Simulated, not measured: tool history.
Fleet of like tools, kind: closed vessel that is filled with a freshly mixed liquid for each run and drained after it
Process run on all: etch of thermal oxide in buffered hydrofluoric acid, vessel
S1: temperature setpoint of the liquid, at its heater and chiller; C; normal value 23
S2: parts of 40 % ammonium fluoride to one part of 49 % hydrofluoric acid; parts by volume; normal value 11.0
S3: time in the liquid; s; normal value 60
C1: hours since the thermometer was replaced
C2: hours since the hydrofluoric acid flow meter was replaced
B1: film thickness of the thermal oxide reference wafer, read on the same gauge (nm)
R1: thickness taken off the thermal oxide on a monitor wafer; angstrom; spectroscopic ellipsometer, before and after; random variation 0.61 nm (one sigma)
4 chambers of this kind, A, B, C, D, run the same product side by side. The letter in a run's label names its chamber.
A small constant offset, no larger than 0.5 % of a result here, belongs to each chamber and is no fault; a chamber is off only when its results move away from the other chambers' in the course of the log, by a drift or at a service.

run 1A hour=7.4 | S1=23 S2=11.0 S3=60 | C1=1034.9 C2=1935.9 | B1=99.996 | R1=650.49
run 2C hour=11.6 | S1=23 S2=11.0 S3=60 | C1=284.4 C2=1641.1 | B1=99.983 | R1=647.16
run 3D hour=16.0 | S1=23 S2=11.0 S3=60 | C1=1167.6 C2=1040.7 | B1=99.999 | R1=650.97
run 4B hour=21.1 | S1=23 S2=11.0 S3=60 | C1=1567.9 C2=567.1 | B1=100.020 | R1=649.96
run 5B hour=26.9 | S1=23 S2=11.0 S3=60 | C1=1573.7 C2=572.9 | B1=99.993 | R1=647.03
run 6D hour=31.6 | S1=23 S2=11.0 S3=60 | C1=1183.2 C2=1056.3 | B1=100.010 | R1=646.21
run 7A hour=39.0 | S1=23 S2=11.0 S3=60 | C1=1066.5 C2=1967.5 | B1=100.020 | R1=662.05
-- hour=41.3 chamber A: hydrofluoric acid flow meter replaced
run 8C hour=46.0 | S1=23 S2=11.0 S3=60 | C1=318.8 C2=1675.5 | B1=100.010 | R1=649.83
run 9B hour=54.4 | S1=23 S2=11.0 S3=60 | C1=1601.2 C2=600.4 | B1=100.000 | R1=655.58
run 10C hour=62.0 | S1=26 S2=13.0 S3=60 | C1=334.8 C2=1691.5 | B1=99.986 | R1=661.90
run 11D hour=70.5 | S1=26 S2=13.0 S3=60 | C1=1222.1 C2=1095.2 | B1=99.981 | R1=649.04
run 12A hour=76.7 | S1=26 S2=13.0 S3=60 | C1=1104.2 C2=35.5 | B1=99.983 | R1=651.95
run 13D hour=84.8 | S1=26 S2=13.0 S3=60 | C1=1236.4 C2=1109.5 | B1=99.988 | R1=654.00
run 14A hour=90.5 | S1=23 S2=11.0 S3=60 | C1=1118.0 C2=49.3 | B1=100.010 | R1=649.32
run 15C hour=98.7 | S1=23 S2=11.0 S3=60 | C1=371.5 C2=1728.2 | B1=99.968 | R1=674.84
run 16B hour=104.6 | S1=23 S2=11.0 S3=60 | C1=1651.4 C2=650.6 | B1=100.010 | R1=648.15
-- hour=110.5 chamber C: hydrofluoric acid flow meter replaced
run 17A hour=112.3 | S1=23 S2=11.0 S3=60 | C1=1139.8 C2=71.1 | B1=99.977 | R1=658.43
run 18D hour=117.2 | S1=23 S2=11.0 S3=60 | C1=1268.8 C2=1141.9 | B1=100.010 | R1=655.57
run 19B hour=125.3 | S1=23 S2=11.0 S3=60 | C1=1672.1 C2=671.3 | B1=100.000 | R1=660.20
-- hour=126.9 chamber D: hydrofluoric acid flow meter replaced
run 20C hour=131.4 | S1=23 S2=11.0 S3=60 | C1=404.2 C2=20.9 | B1=100.020 | R1=707.96
run 21C hour=135.7 | S1=23 S2=11.0 S3=60 | C1=408.5 C2=25.2 | B1=99.979 | R1=693.11
run 22B hour=143.9 | S1=23 S2=11.0 S3=60 | C1=1690.7 C2=689.9 | B1=99.996 | R1=647.44
-- hour=146.6 chamber B: thermometer replaced
run 23A hour=147.7 | S1=23 S2=11.0 S3=60 | C1=1175.2 C2=106.5 | B1=99.997 | R1=652.39
run 24D hour=153.2 | S1=23 S2=11.0 S3=60 | C1=1304.8 C2=26.3 | B1=100.020 | R1=659.57
run 25A hour=158.1 | S1=27 S2=9.5 S3=60 | C1=1185.6 C2=116.9 | B1=100.000 | R1=932.39
run 26B hour=162.6 | S1=27 S2=9.5 S3=60 | C1=16.0 C2=708.6 | B1=100.010 | R1=913.59
run 27C hour=171.0 | S1=27 S2=9.5 S3=60 | C1=443.8 C2=60.5 | B1=99.955 | R1=1011.70
run 28D hour=178.2 | S1=27 S2=9.5 S3=60 | C1=1329.8 C2=51.3 | B1=100.010 | R1=912.72
run 29A hour=184.4 | S1=23 S2=11.0 S3=60 | C1=1211.9 C2=143.2 | B1=100.020 | R1=659.48
run 30C hour=191.4 | S1=23 S2=11.0 S3=60 | C1=464.2 C2=80.9 | B1=99.988 | R1=742.77

Next, every chamber runs the same settings. What will each give?
run 31A hour=197.5 | S1=27 S2=11.0 S3=60 | R1=?
run 31B hour=197.5 | S1=27 S2=11.0 S3=60 | R1=?
run 31C hour=197.5 | S1=27 S2=11.0 S3=60 | R1=?
run 31D hour=197.5 | S1=27 S2=11.0 S3=60 | R1=?

run=31A R1=811.45
run=31B R1=807.67
run=31C R1=921.21
run=31D R1=804.52
